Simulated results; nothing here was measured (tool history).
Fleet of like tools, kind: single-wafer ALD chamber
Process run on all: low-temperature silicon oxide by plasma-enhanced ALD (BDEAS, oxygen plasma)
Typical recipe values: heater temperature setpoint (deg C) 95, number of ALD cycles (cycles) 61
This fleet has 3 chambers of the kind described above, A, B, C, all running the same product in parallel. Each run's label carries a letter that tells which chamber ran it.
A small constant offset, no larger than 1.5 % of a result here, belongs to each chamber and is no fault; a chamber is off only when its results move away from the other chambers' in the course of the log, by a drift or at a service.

run	hour	heater temperature setpoint (deg C)	number of ALD cycles (cycles)	hours since the last thermocouple change	read-back reference wafer on the same gauge, thickness_nm	mean film thickness on the monitor wafer (Å)
1B	3.9	95	61	1929.6	8.0507	87.532
2A	8.2	95	61	1136.2	8.0474	88.673
3C	14.3	95	61	1485.4	8.046	88.536
4C	17.7	95	61	1488.8	8.0445	88.588
5B	23	95	61	1948.7	8.0429	87.547
6A	27.4	95	61	1155.4	8.0433	88.604
7A	33.5	95	61	1161.5	8.0374	88.709
8C	37.7	95	61	1508.8	8.0417	88.884
9B	41.1	95	61	1966.8	8.0368	87.394
10B	45.4	84	61	1971.1	8.0364	91.109
11A	50.9	84	61	1178.9	8.0334	91.915
12C	54.1	84	61	1525.2	8.0329	92.212
13A	60.7	106	67	1188.7	8.0323	94.592
14C	66.5	106	67	1537.6	8.0294	94.442
15B	71.4	106	67	1997.1	8.0322	93.245
16C	77	95	61	1548.1	8.0271	88.447
17B	83.1	85	61	2008.8	8.0217	90.392
18A	88.5	85	61	1216.5	8.023	91.448
19B	95.1	85	61	2020.8	8.024	90.511
20A	101.1	95	49	1229.1	8.0188	70.934
21C	105.7	95	49	1576.8	8.0208	71.039
22A	111.7	95	49	1239.7	8.0155	70.849
23B	117.1	95	61	2042.8	8.0122	87.361
24C	122.2	95	61	1593.3	8.0076	87.971
25A	125.3	95	61	1253.3	8.0116	88.422
26C	129.5	95	61	1600.6	8.012	88.153
27B	135.8	95	61	2061.5	8.0067	87.276
28B	140.6	95	61	2066.3	8.0083	87.15
29A	144.8	95	61	1272.8	8.0063	88.608
30C	149.2	95	67	1620.3	8.0049	96.809
31B	152.8	95	67	2078.5	8.0044	95.96
32A	158.1	95	67	1286.1	8.0013	97.041
33C	163.9	95	61	1635	7.9993	87.924
34B	168.3	84	61	2094	8.0016	90.599
35A	173.3	84	61	1301.3	7.9957	91.689

One chamber off, gauge drift, or nothing amiss beyond the chambers' own small offsets? If it is a chamber, which one, and what is the likeliest cause?

No chamber is off; the gauge reading every chamber's wafers drifts, which makes the whole fleet appear to move together.
Cause: gauge reads low (%) = 0.681.
